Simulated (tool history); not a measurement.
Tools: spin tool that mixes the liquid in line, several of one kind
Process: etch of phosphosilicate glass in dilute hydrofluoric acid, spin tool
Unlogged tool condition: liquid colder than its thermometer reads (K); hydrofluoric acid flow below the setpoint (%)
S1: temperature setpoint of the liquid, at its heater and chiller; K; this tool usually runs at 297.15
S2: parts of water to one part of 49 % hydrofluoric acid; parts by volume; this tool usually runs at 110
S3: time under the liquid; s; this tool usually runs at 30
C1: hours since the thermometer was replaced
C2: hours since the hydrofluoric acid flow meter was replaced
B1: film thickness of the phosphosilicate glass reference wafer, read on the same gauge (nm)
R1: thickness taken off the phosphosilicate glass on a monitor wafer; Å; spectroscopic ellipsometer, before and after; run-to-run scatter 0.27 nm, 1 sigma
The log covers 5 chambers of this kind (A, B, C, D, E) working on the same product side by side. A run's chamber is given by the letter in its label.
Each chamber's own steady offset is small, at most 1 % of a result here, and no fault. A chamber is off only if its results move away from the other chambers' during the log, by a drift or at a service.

run,hour,S1,S2,S3,C1,C2,B1,R1
1A,2.7,297.15,110,30,1202.0,781.2,79.997,355.95
2B,7.8,297.15,110,30,566.0,454.6,79.990,353.59
3E,12.6,297.15,110,30,584.6,1181.3,80.005,350.13
4C,17.4,297.15,110,30,1032.1,896.4,80.002,352.87
5D,22.8,295.65,75,30,1012.5,789.2,80.033,508.26
6A,26.8,295.65,75,30,1226.1,805.3,80.045,504.25
7D,31.7,295.65,75,30,1021.4,798.1,80.021,499.44
8B,35.1,295.65,75,30,593.3,481.9,79.997,504.52
9E,38.3,295.65,75,30,610.3,1207.0,80.026,516.02
10C,41.4,297.15,135,30,1056.1,920.4,79.999,282.36
11D,45.3,297.15,135,30,1035.0,811.7,79.971,279.81
12E,49.4,297.15,135,30,621.4,1218.1,80.002,280.32
13C,53.1,297.15,135,30,1067.8,932.1,80.025,279.04
14B,56.8,297.15,135,30,615.0,503.6,79.976,273.87
15A,60.6,297.15,110,30,1259.9,839.1,80.008,355.37
16E,64.2,297.15,110,30,636.2,1232.9,80.003,356.01
17A,67.0,297.15,110,30,1266.3,845.5,80.050,361.85
18C,72.7,297.15,110,30,1087.4,951.7,80.026,356.85
19D,76.1,297.15,110,30,1065.8,842.5,80.009,352.66
20B,79.9,297.15,110,30,638.1,526.7,80.033,347.92
21B,83.0,297.15,110,30,641.2,529.8,80.019,351.03
22E,88.3,297.15,110,30,660.3,1257.0,80.035,352.64
23D,92.9,297.15,110,30,1082.6,859.3,80.048,353.12
24A,98.4,297.15,110,30,1297.7,876.9,80.019,354.10
25C,101.6,297.15,110,30,1116.3,980.6,79.967,358.78
26E,106.4,297.15,110,30,678.4,1275.1,79.995,353.40
27D,111.6,297.15,110,30,1101.3,878.0,80.018,349.07
28A,116.8,297.15,110,30,1316.1,895.3,79.954,354.20
29B,121.5,297.15,150,30,679.7,568.3,80.015,240.21
30C,125.7,297.15,150,30,1140.4,1004.7,80.037,250.89
31D,130.7,297.15,150,30,1120.4,897.1,80.047,244.91
32B,133.4,297.15,150,30,691.6,580.2,80.034,239.54
33C,137.5,297.15,150,30,1152.2,1016.5,79.995,248.24
34A,142.8,297.15,110,30,1342.1,921.3,79.975,353.10
35E,147.6,300.65,160,30,719.6,1316.3,79.972,264.14

Which is it: a chamber that has drifted or been left off by a service, a gauge drift common to all chambers, or only each chamber's usual small offset? If a chamber is off, name it and its likeliest cause.

Little by little, chamber B moves away from the other chambers.
Cause: hydrofluoric acid flow below the setpoint (%) = 4.87.
It could be hard to tell apart here from: liquid colder than its thermometer reads (K).

Which of the 4 candidates below, each the usual settings with something changed and its results left as question marks, puts chamber B back in line with what the other chambers give on the usual settings?
In line means no further than this from the other chambers' mean on the usual settings: R1 9.30 Å
36B-1,151.8,296.65,120,30,,,,?
36B-2,151.8,297.15,115,30,,,,?
36B-3,151.8,297.15,105,30,,,,?
36B-4,151.8,297.15,100,30,,,,?

Usual-settings mean across the other chambers: R1 353.74 Å
run,R1
36B-1,298.54
36B-2,319.48
36B-3,353.91
36B-4,373.75
The right change is 36B-3: it brings the chamber back within the allowed miss of the others.
